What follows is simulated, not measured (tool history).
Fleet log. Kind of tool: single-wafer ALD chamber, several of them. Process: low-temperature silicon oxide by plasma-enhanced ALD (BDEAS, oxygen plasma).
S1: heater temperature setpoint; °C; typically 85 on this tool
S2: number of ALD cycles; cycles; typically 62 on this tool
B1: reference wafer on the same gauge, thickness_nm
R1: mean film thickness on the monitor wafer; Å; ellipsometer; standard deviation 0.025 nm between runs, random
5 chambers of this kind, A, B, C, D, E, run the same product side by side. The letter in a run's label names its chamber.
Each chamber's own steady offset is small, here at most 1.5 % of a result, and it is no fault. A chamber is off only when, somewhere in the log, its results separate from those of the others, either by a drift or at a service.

run 1E hour=4.1 | S1=85 S2=62 | B1=8.4137 | R1=92.649
run 2C hour=7.7 | S1=85 S2=62 | B1=8.4057 | R1=92.259
run 3D hour=9.9 | S1=85 S2=62 | B1=8.4142 | R1=93.495
run 4A hour=13 | S1=85 S2=62 | B1=8.4128 | R1=93.509
run 5B hour=15.8 | S1=85 S2=62 | B1=8.4097 | R1=93.528
run 6B hour=19.3 | S1=85 S2=62 | B1=8.4119 | R1=93.646
run 7C hour=22.9 | S1=78 S2=52 | B1=8.4101 | R1=79.353
run 8A hour=26.4 | S1=78 S2=52 | B1=8.412 | R1=80.71
run 9E hour=30.1 | S1=78 S2=52 | B1=8.4052 | R1=79.309
run 10D hour=33.5 | S1=78 S2=52 | B1=8.4129 | R1=80.471
run 11E hour=37.9 | S1=78 S2=52 | B1=8.4067 | R1=79.707
run 12A hour=42 | S1=85 S2=62 | B1=8.4097 | R1=93.419
run 13B hour=44.5 | S1=85 S2=62 | B1=8.4091 | R1=93.919
run 14D hour=47.5 | S1=76 S2=55 | B1=8.407 | R1=85.95
run 15C hour=51.2 | S1=76 S2=55 | B1=8.414 | R1=84.317
run 16D hour=54.7 | S1=76 S2=55 | B1=8.4059 | R1=85.419
run 17E hour=58.2 | S1=76 S2=55 | B1=8.4151 | R1=84.856
run 18B hour=61.9 | S1=76 S2=55 | B1=8.4138 | R1=86.103
run 19A hour=65.1 | S1=85 S2=62 | B1=8.4064 | R1=93.73
run 20C hour=67.5 | S1=85 S2=62 | B1=8.4106 | R1=92.534
run 21D hour=71.6 | S1=85 S2=62 | B1=8.4151 | R1=93.542
run 22B hour=75.2 | S1=85 S2=62 | B1=8.4062 | R1=93.645
run 23E hour=78.9 | S1=85 S2=62 | B1=8.4113 | R1=92.377
run 24C hour=81.8 | S1=85 S2=62 | B1=8.4075 | R1=92.475
run 25A hour=84.4 | S1=85 S2=62 | B1=8.4094 | R1=94.187
run 26D hour=88 | S1=85 S2=62 | B1=8.4101 | R1=93.317
run 27B hour=90.1 | S1=85 S2=62 | B1=8.4144 | R1=93.805
run 28E hour=94.5 | S1=85 S2=62 | B1=8.4126 | R1=92.738
run 29A hour=98.7 | S1=85 S2=62 | B1=8.4151 | R1=94.259
run 30C hour=102.7 | S1=85 S2=62 | B1=8.4024 | R1=92.517
run 31A hour=106.4 | S1=85 S2=62 | B1=8.4105 | R1=94.044
run 32B hour=110.2 | S1=85 S2=62 | B1=8.4071 | R1=94.042
run 33E hour=113.7 | S1=85 S2=62 | B1=8.4068 | R1=92.934
run 34D hour=115.6 | S1=85 S2=62 | B1=8.4086 | R1=93.364
run 35C hour=118 | S1=85 S2=53 | B1=8.4139 | R1=79.174
run 36E hour=121.3 | S1=85 S2=53 | B1=8.4054 | R1=79.213
run 37D hour=123.2 | S1=85 S2=53 | B1=8.4127 | R1=80.282
run 38A hour=127.1 | S1=85 S2=53 | B1=8.4122 | R1=79.806
run 39C hour=129.4 | S1=85 S2=53 | B1=8.4093 | R1=78.972

Has any chamber moved away from the others, gradually or after a service, or does the common gauge drift, or do the chambers differ only by their own small steady offsets? State the chamber and the most likely cause if one applies.

All chambers stay in line apart from their small fixed offsets, and the gauge does not drift.
